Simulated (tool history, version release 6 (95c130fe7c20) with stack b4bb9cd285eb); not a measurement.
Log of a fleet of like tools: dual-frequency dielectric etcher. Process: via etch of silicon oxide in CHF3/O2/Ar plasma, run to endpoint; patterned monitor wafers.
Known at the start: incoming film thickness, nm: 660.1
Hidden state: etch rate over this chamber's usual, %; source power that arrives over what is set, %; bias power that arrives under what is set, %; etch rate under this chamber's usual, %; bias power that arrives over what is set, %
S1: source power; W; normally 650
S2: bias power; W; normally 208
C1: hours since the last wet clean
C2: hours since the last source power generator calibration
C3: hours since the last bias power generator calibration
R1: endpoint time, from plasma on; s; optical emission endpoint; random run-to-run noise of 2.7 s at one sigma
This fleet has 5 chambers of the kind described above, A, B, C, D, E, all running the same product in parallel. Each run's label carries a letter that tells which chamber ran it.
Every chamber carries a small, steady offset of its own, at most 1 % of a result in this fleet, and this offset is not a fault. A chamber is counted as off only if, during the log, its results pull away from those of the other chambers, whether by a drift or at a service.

run   hour   S1   S2     C1      C2      C3      R1
       5.3  -- chamber A: wet clean of the chamber
 1C    5.5  650  208  307.3   333.1   135.1  303.84
 2D    8.4  650  208  170.1   408.1  2290.8  308.62
 3B   12.5  650  208   96.2  1184.5  1017.2  313.91
 4A   15.9  650  208   10.7  1463.9  3124.5  305.06
 5E   21.1  650  208  234.2  1496.8  2231.8  310.13
 6C   24.8  650  208  326.6   352.4   154.4  305.84
 7E   27.8  650  208  240.9  1503.5  2238.5  311.43
 8A   32.2  650  208     27  1480.2  3140.8  307.98
 9B   35.8  650  208  119.5  1207.8  1040.5  311.68
10D   40.8  650  208  202.5   440.5  2323.2  306.26
11B   46.3  650  208    130  1218.3    1051  305.74
12A   49.5  650  208   44.3  1497.5  3158.1  308.28
13C   53.1  650  208  354.9   380.7   182.7  306.15
14E   58.3  650  208  271.4    1534    2269  307.47
15D   62.2  650  208  223.9   461.9  2344.6   305.9
16E   66.7  650  208  279.8  1542.4  2277.4  311.52
17B   69.6  760  208  153.3  1241.6  1074.3  291.18
18A   74.9  760  208   69.7  1522.9  3183.5  296.05
19C   78.7  760  208  380.5   406.3   208.3  286.51
20D   83.4  760  208  245.1   483.1  2365.8  291.69
21B   88.5  760  208  172.2  1260.5  1093.2  291.01
22A     94  650  208   88.8    1542  3202.6  307.47
23D   97.1  650  208  258.8   496.8  2379.5  308.21
24C  100.6  650  208  402.4   428.2   230.2  303.29
25E  105.3  650  208  318.4    1581    2316  306.94
26A  110.1  650  208  104.9  1558.1  3218.7  313.85
27E  115.4  650  208  328.5  1591.1  2326.1   307.9
28B  118.5  650  208  202.2  1290.5  1123.2   306.8
29D    124  650  208  285.7   523.7  2406.4  309.35
30C  127.7  650  208  429.5   455.3   257.3  306.09
31B    133  650  208  216.7    1305  1137.7  311.13
32E  135.8  650  208  348.9  1611.5  2346.5  307.89
33C    139  650  235  440.8   466.6   268.6  291.62
34D  142.1  650  235  303.8   541.8  2424.5  290.12
     142.4  -- chamber A: bias power generator calibrated
35A  146.3  650  235  141.1  1594.3     3.9  293.83
36C    151  650  235  452.8   478.6   280.6  293.92
37E  156.4  650  235  369.5  1632.1  2367.1  300.24
38D  161.4  650  208  323.1   561.1  2443.8  307.17
39A    164  650  240  158.8    1612    21.6  291.13
40B  167.1  650  240  250.8  1339.1  1171.8  298.81
41A  170.6  650  240  165.4  1618.6    28.2  292.56
42C  174.4  650  240  476.2     502     304  286.45
43B  176.9  650  240  260.6  1348.9  1181.6  294.88
44D  181.9  650  208  343.6   581.6  2464.3  311.87

Is one chamber out of step, is the gauge drifting, or do the chambers differ by no more than their own small offsets? For an off chamber, give its letter and the likeliest cause.

No chamber is off and the gauge is stable; the differences are just each chamber's small, constant offset.
